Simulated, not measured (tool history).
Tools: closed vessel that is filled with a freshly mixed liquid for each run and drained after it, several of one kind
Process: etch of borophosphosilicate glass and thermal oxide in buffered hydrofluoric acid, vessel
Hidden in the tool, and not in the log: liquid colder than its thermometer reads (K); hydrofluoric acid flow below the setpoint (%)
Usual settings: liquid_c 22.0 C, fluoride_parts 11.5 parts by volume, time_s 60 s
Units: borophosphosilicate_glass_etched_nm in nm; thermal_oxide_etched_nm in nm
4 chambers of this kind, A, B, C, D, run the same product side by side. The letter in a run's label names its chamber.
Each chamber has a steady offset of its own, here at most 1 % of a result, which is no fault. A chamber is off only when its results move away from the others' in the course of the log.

| run | hour | liquid_c | fluoride_parts | time_s | hours since the thermometer was replaced | hours since the hydrofluoric acid flow meter was replaced | read-back film thickness of the borophosphosilicate glass reference wafer, read on the same gauge (nm) | read-back film thickness of the thermal oxide reference wafer, read on the same gauge (nm) | borophosphosilicate_glass_etched_nm | thermal_oxide_etched_nm |
|---|---|---|---|---|---|---|---|---|---|---|
| 1D | 11.7 | 22.0 | 11.5 | 60 | 1409.3 | 216.7 | 89.993 | 80.001 | 82.911 | 51.223 |
| 2A | 19.4 | 22.0 | 11.5 | 60 | 352.6 | 124.4 | 89.971 | 79.992 | 83.981 | 51.569 |
| 3B | 24.9 | 22.0 | 11.5 | 60 | 2248.6 | 882.3 | 89.969 | 79.982 | 83.705 | 51.630 |
| 4C | 31.7 | 22.0 | 11.5 | 60 | 1200.6 | 624.5 | 90.033 | 80.005 | 82.949 | 51.750 |
| 5C | 42.5 | 22.0 | 11.5 | 60 | 1211.4 | 635.3 | 90.002 | 80.007 | 82.345 | 52.351 |
| 6D | 49.0 | 22.0 | 11.5 | 60 | 1446.6 | 254.0 | 90.002 | 79.958 | 82.563 | 51.728 |
| 7B | 60.2 | 22.0 | 11.5 | 60 | 2283.9 | 917.6 | 90.004 | 80.008 | 83.739 | 51.777 |
| 8A | 65.7 | 22.0 | 11.5 | 60 | 398.9 | 170.7 | 89.966 | 80.007 | 84.075 | 51.743 |
| 9C | 74.4 | 22.0 | 11.5 | 60 | 1243.3 | 667.2 | 90.029 | 79.991 | 83.453 | 52.278 |
| 10A | 83.2 | 22.0 | 11.5 | 60 | 416.4 | 188.2 | 89.978 | 79.991 | 84.136 | 51.887 |
| 11D | 94.0 | 20.0 | 11.5 | 60 | 1491.6 | 299.0 | 89.997 | 80.005 | 73.977 | 46.185 |
| 12B | 99.8 | 20.0 | 11.5 | 60 | 2323.5 | 957.2 | 90.014 | 79.988 | 75.187 | 46.385 |
| 13C | 106.2 | 20.0 | 11.5 | 60 | 1275.1 | 699.0 | 90.023 | 80.001 | 74.452 | 46.743 |
| 14A | 116.7 | 20.0 | 11.5 | 60 | 449.9 | 221.7 | 90.054 | 80.007 | 75.100 | 45.773 |
| 15B | 127.6 | 22.0 | 11.5 | 60 | 2351.3 | 985.0 | 90.015 | 80.014 | 82.937 | 51.735 |
| 16D | 136.5 | 22.0 | 11.5 | 60 | 1534.1 | 341.5 | 90.030 | 79.990 | 82.521 | 51.605 |
| 17A | 147.5 | 22.0 | 11.5 | 60 | 480.7 | 252.5 | 89.999 | 79.990 | 84.507 | 51.519 |
| 18B | 155.5 | 22.0 | 11.5 | 60 | 2379.2 | 1012.9 | 89.959 | 80.009 | 83.106 | 51.355 |
| 19C | 162.0 | 22.0 | 11.5 | 60 | 1330.9 | 754.8 | 90.031 | 79.987 | 83.157 | 52.198 |
| 20D | 172.2 | 22.0 | 11.5 | 60 | 1569.8 | 377.2 | 89.976 | 79.993 | 83.092 | 51.922 |
| 21B | 183.5 | 22.0 | 11.5 | 60 | 2407.2 | 1040.9 | 90.050 | 79.996 | 83.837 | 51.399 |
| 22C | 189.9 | 24.0 | 11.5 | 50 | 1358.8 | 782.7 | 89.935 | 80.015 | 76.527 | 48.563 |
| 23D | 200.2 | 24.0 | 11.5 | 50 | 1597.8 | 405.2 | 89.998 | 80.010 | 76.687 | 47.865 |
| 24A | 207.8 | 24.0 | 11.5 | 50 | 541.0 | 312.8 | 90.002 | 80.007 | 78.287 | 48.169 |
| 25D | 217.9 | 24.0 | 11.5 | 50 | 1615.5 | 422.9 | 89.962 | 79.982 | 77.790 | 48.257 |

All 4 chambers run these settings next. Forecast each chamber's results:
| 26A | 226.4 | 17.5 | 11.5 | 60 |  |  |  |  | ? | ? |
| 26B | 226.4 | 17.5 | 11.5 | 60 |  |  |  |  | ? | ? |
| 26C | 226.4 | 17.5 | 11.5 | 60 |  |  |  |  | ? | ? |
| 26D | 226.4 | 17.5 | 11.5 | 60 |  |  |  |  | ? | ? |

| run | borophosphosilicate_glass_etched_nm | thermal_oxide_etched_nm |
|---|---|---|
| 26A | 65.504 | 39.970 |
| 26B | 65.171 | 40.162 |
| 26C | 64.499 | 40.329 |
| 26D | 64.030 | 40.215 |
